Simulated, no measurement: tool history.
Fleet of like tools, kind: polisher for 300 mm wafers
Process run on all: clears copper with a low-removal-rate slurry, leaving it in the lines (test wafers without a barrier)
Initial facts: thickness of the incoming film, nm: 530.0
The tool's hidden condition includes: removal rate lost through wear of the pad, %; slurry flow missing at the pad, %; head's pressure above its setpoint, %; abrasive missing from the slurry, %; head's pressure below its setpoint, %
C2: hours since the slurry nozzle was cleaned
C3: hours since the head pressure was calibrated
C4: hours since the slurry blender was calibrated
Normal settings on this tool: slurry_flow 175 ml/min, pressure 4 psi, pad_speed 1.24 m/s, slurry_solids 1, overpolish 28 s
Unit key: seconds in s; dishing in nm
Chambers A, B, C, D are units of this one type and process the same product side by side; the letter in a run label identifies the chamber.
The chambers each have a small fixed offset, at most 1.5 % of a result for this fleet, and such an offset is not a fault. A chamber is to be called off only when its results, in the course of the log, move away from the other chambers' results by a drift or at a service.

run 1A hour=5.5 | slurry_flow=175 pressure=4 pad_speed=1.24 slurry_solids=1 overpolish=28 | wafers_polished_on_this_pad=683 C2=149.5 C3=854.4 C4=135.1 | seconds=125.86 dishing=74.082
run 2D hour=14.2 | slurry_flow=175 pressure=4 pad_speed=1.24 slurry_solids=1 overpolish=28 | wafers_polished_on_this_pad=418 C2=181.9 C3=672.2 C4=141.3 | seconds=127.07 dishing=73.625
run 3B hour=22.5 | slurry_flow=175 pressure=4 pad_speed=1.24 slurry_solids=1 overpolish=28 | wafers_polished_on_this_pad=863 C2=154.2 C3=163.9 C4=87.1 | seconds=129.09 dishing=71.966
run 4C hour=27.6 | slurry_flow=175 pressure=4 pad_speed=1.24 slurry_solids=1 overpolish=28 | wafers_polished_on_this_pad=420 C2=702.5 C3=358.9 C4=341.8 | seconds=125.16 dishing=74.869
run 5C hour=33.4 | slurry_flow=175 pressure=4 pad_speed=1.24 slurry_solids=1 overpolish=28 | wafers_polished_on_this_pad=452 C2=708.3 C3=364.7 C4=347.6 | seconds=124.91 dishing=73.133
run 6B hour=38.8 | slurry_flow=175 pressure=4 pad_speed=1.24 slurry_solids=1 overpolish=28 | wafers_polished_on_this_pad=953 C2=170.5 C3=180.2 C4=103.4 | seconds=126.05 dishing=72.29
run 7D hour=47.9 | slurry_flow=175 pressure=4 pad_speed=1.24 slurry_solids=1 overpolish=28 | wafers_polished_on_this_pad=603 C2=215.6 C3=705.9 C4=175 | seconds=126.91 dishing=73.22
run 8A hour=56.2 | slurry_flow=175 pressure=4 pad_speed=1.24 slurry_solids=1 overpolish=28 | wafers_polished_on_this_pad=962 C2=200.2 C3=905.1 C4=185.8 | seconds=129.31 dishing=73.474
run 9B hour=63.4 | slurry_flow=175 pressure=4 pad_speed=1.24 slurry_solids=1 overpolish=28 | wafers_polished_on_this_pad=1088 C2=195.1 C3=204.8 C4=128 | seconds=128.68 dishing=73.197
run 10C hour=72.7 | slurry_flow=175 pressure=4 pad_speed=1.24 slurry_solids=1 overpolish=28 | wafers_polished_on_this_pad=668 C2=747.6 C3=404 C4=386.9 | seconds=128.2 dishing=73.544
-- hour=73 chamber A: worn pad replaced by a new one
-- hour=75.7 chamber D: slurry nozzle cleaned
-- hour=75.8 chamber C: head pressure recalibrated
run 11D hour=80 | slurry_flow=175 pressure=4 pad_speed=1.24 slurry_solids=1 overpolish=28 | wafers_polished_on_this_pad=779 C2=4.4 C3=738 C4=207.1 | seconds=129.83 dishing=73.326
-- hour=86.3 chamber D: slurry blender recalibrated
run 12A hour=89.9 | slurry_flow=175 pressure=4 pad_speed=1.24 slurry_solids=1 overpolish=28 | wafers_polished_on_this_pad=93 C2=233.9 C3=938.8 C4=219.5 | seconds=125.33 dishing=71.285
-- hour=92.1 chamber A: head pressure recalibrated
run 13A hour=98.5 | slurry_flow=175 pressure=5.1 pad_speed=1.24 slurry_solids=1 overpolish=28 | wafers_polished_on_this_pad=140 C2=242.5 C3=6.4 C4=228.1 | seconds=100.59 dishing=88.413
-- hour=100 chamber C: worn pad replaced by a new one
-- hour=103.4 chamber C: slurry nozzle cleaned
-- hour=106.3 chamber D: worn pad replaced by a new one
-- hour=106.8 chamber B: worn pad replaced by a new one
run 14D hour=107.7 | slurry_flow=175 pressure=5.1 pad_speed=1.24 slurry_solids=1 overpolish=28 | wafers_polished_on_this_pad=8 C2=32.1 C3=765.7 C4=21.4 | seconds=99.805 dishing=89.806
run 15C hour=112.5 | slurry_flow=175 pressure=5.1 pad_speed=1.24 slurry_solids=1 overpolish=28 | wafers_polished_on_this_pad=68 C2=9.2 C3=36.7 C4=426.7 | seconds=89.113 dishing=97.265
run 16B hour=118.5 | slurry_flow=175 pressure=5.1 pad_speed=1.24 slurry_solids=1 overpolish=28 | wafers_polished_on_this_pad=64 C2=250.2 C3=259.9 C4=183.1 | seconds=99.485 dishing=89.009
run 17C hour=123.8 | slurry_flow=175 pressure=4 pad_speed=1.24 slurry_solids=1 overpolish=28 | wafers_polished_on_this_pad=130 C2=20.5 C3=48 C4=438 | seconds=118.19 dishing=79.62
run 18A hour=131.8 | slurry_flow=175 pressure=4 pad_speed=1.24 slurry_solids=1 overpolish=28 | wafers_polished_on_this_pad=323 C2=275.8 C3=39.7 C4=261.4 | seconds=125.59 dishing=72.956
run 19D hour=136.7 | slurry_flow=175 pressure=4 pad_speed=1.24 slurry_solids=1 overpolish=28 | wafers_polished_on_this_pad=167 C2=61.1 C3=794.7 C4=50.4 | seconds=126.8 dishing=73.138
run 20B hour=147.4 | slurry_flow=175 pressure=4 pad_speed=1.24 slurry_solids=1 overpolish=28 | wafers_polished_on_this_pad=223 C2=279.1 C3=288.8 C4=212 | seconds=127.62 dishing=74.151
-- hour=148.4 chamber C: slurry blender recalibrated
run 21A hour=154 | slurry_flow=175 pressure=4 pad_speed=1.24 slurry_solids=1 overpolish=28 | wafers_polished_on_this_pad=445 C2=298 C3=61.9 C4=283.6 | seconds=132.21 dishing=73.606
run 22D hour=161.1 | slurry_flow=175 pressure=4 pad_speed=1.24 slurry_solids=1 overpolish=28 | wafers_polished_on_this_pad=301 C2=85.5 C3=819.1 C4=74.8 | seconds=125.77 dishing=73.663
run 23C hour=167.2 | slurry_flow=175 pressure=4 pad_speed=1.24 slurry_solids=1 overpolish=28 | wafers_polished_on_this_pad=369 C2=63.9 C3=91.4 C4=18.8 | seconds=114.5 dishing=80.678
run 24B hour=176.9 | slurry_flow=175 pressure=4 pad_speed=1.24 slurry_solids=1 overpolish=28 | wafers_polished_on_this_pad=385 C2=308.6 C3=318.3 C4=241.5 | seconds=129.85 dishing=73.686
run 25B hour=185.4 | slurry_flow=175 pressure=4 pad_speed=1.24 slurry_solids=1 overpolish=28 | wafers_polished_on_this_pad=432 C2=317.1 C3=326.8 C4=250 | seconds=126.98 dishing=74.762

Which is it: a chamber that has drifted or been left off by a service, a gauge drift common to all chambers, or only each chamber's usual small offset? If a chamber is off, name it and its likeliest cause.

A service left chamber C off against the others.
Most likely cause: head's pressure above its setpoint, % = 9.66.

Here are 4 candidates for chamber C's next run, each the usual settings with a change, their results left as question marks. Which one brings its results back in line with what the others give on the usual settings?
A result is in line if it is within this distance of the other chambers' mean on the usual settings: seconds 7.1 s; dishing 2.9 nm
run 26C-1 hour=193.3 | slurry_flow=175 pressure=3.8 pad_speed=1.18 slurry_solids=1 overpolish=28 | seconds=? dishing=?
run 26C-2 hour=193.3 | slurry_flow=175 pressure=4.1 pad_speed=1.26 slurry_solids=1 overpolish=28 | seconds=? dishing=?
run 26C-3 hour=193.3 | slurry_flow=175 pressure=3.9 pad_speed=1.22 slurry_solids=1 overpolish=28 | seconds=? dishing=?
run 26C-4 hour=193.3 | slurry_flow=175 pressure=4.2 pad_speed=1.32 slurry_solids=1 overpolish=28 | seconds=? dishing=?

Average result of the remaining chambers running the usual settings: seconds 127.46 s; dishing 73.326 nm
run=26C-1 seconds=125.22 dishing=74.793
run=26C-2 seconds=108.66 dishing=83.879
run=26C-3 seconds=118 dishing=78.462
run=26C-4 seconds=101.25 dishing=88.593
It is 26C-1 that realigns the chamber with its peers.
